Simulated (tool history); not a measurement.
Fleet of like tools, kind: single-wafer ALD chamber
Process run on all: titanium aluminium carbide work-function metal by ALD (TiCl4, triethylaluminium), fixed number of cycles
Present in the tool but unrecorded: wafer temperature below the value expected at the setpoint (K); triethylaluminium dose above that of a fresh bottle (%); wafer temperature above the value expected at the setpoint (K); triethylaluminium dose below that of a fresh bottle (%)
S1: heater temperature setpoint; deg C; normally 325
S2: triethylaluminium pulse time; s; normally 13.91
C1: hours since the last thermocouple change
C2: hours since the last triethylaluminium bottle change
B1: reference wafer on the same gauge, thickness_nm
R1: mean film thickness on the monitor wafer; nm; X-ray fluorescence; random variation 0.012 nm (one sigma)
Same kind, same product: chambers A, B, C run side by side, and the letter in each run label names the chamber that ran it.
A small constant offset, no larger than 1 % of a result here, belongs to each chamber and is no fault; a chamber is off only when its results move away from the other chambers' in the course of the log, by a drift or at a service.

run 1C day=0.454 | S1=325 S2=13.91 | C1=1644.8 C2=251.4 | B1=2.0194 | R1=2.2861
run 2A day=0.825 | S1=325 S2=13.91 | C1=134.7 C2=722.1 | B1=2.0213 | R1=2.308
run 3B day=1.421 | S1=325 S2=13.91 | C1=297.5 C2=621.8 | B1=2.0213 | R1=2.2278
run 4A day=1.971 | S1=325 S2=13.91 | C1=162.2 C2=749.6 | B1=2.0172 | R1=2.2897
run 5C day=2.562 | S1=325 S2=13.91 | C1=1695.4 C2=302 | B1=2.0194 | R1=2.2729
run 6B day=3.146 | S1=325 S2=13.91 | C1=338.9 C2=663.2 | B1=2.0216 | R1=2.2577
run 7B day=3.675 | S1=325 S2=13.91 | C1=351.6 C2=675.9 | B1=2.0194 | R1=2.2453
run 8C day=4.083 | S1=325 S2=13.91 | C1=1731.9 C2=338.5 | B1=2.0199 | R1=2.2827
run 9A day=4.525 | S1=325 S2=13.91 | C1=223.5 C2=810.9 | B1=2.0193 | R1=2.2902
run 10C day=5.196 | S1=325 S2=13.91 | C1=1758.6 C2=365.2 | B1=2.0212 | R1=2.2544
run 11B day=5.867 | S1=325 S2=13.91 | C1=404.2 C2=728.5 | B1=2.018 | R1=2.2332
run 12A day=6.392 | S1=325 S2=13.91 | C1=268.3 C2=855.7 | B1=2.0186 | R1=2.313
run 13C day=6.971 | S1=325 S2=13.91 | C1=1801.2 C2=407.8 | B1=2.0175 | R1=2.257
run 14B day=7.508 | S1=325 S2=13.91 | C1=443.6 C2=767.9 | B1=2.0174 | R1=2.2543
run 15A day=7.954 | S1=325 S2=13.91 | C1=305.8 C2=893.2 | B1=2.02 | R1=2.2902
run 16C day=8.454 | S1=325 S2=13.91 | C1=1836.8 C2=443.4 | B1=2.0202 | R1=2.2581
-- day=8.842 chamber B: triethylaluminium bottle replaced
run 17B day=8.917 | S1=325 S2=13.91 | C1=477.4 C2=1.8 | B1=2.0213 | R1=2.2594
run 18A day=9.454 | S1=325 S2=13.91 | C1=341.8 C2=929.2 | B1=2.0231 | R1=2.2931
run 19C day=9.792 | S1=325 S2=13.91 | C1=1868.9 C2=475.5 | B1=2.0187 | R1=2.256
run 20A day=10.112 | S1=325 S2=13.91 | C1=357.6 C2=945 | B1=2.0199 | R1=2.306
run 21B day=10.404 | S1=311 S2=13.91 | C1=513.1 C2=37.5 | B1=2.0225 | R1=2.1111
run 22B day=10.896 | S1=311 S2=13.91 | C1=524.9 C2=49.3 | B1=2.0227 | R1=2.1253
run 23A day=11.212 | S1=311 S2=13.91 | C1=384 C2=971.4 | B1=2.0216 | R1=2.1734
run 24C day=11.596 | S1=331 S2=10.09 | C1=1912.2 C2=518.8 | B1=2.0184 | R1=2.1678
run 25C day=12.246 | S1=331 S2=10.09 | C1=1927.8 C2=534.4 | B1=2.0207 | R1=2.1566
run 26B day=12.838 | S1=331 S2=10.09 | C1=571.5 C2=95.9 | B1=2.0213 | R1=2.2315
run 27A day=13.221 | S1=325 S2=13.91 | C1=432.2 C2=1019.6 | B1=2.0214 | R1=2.2724

Each of the 3 chambers runs these same settings next. Fill in every chamber's results:
run 28A day=13.704 | S1=325 S2=18.75 | R1=?
run 28B day=13.704 | S1=325 S2=18.75 | R1=?
run 28C day=13.704 | S1=325 S2=18.75 | R1=?

run=28A R1=2.3007
run=28B R1=2.2899
run=28C R1=2.2901
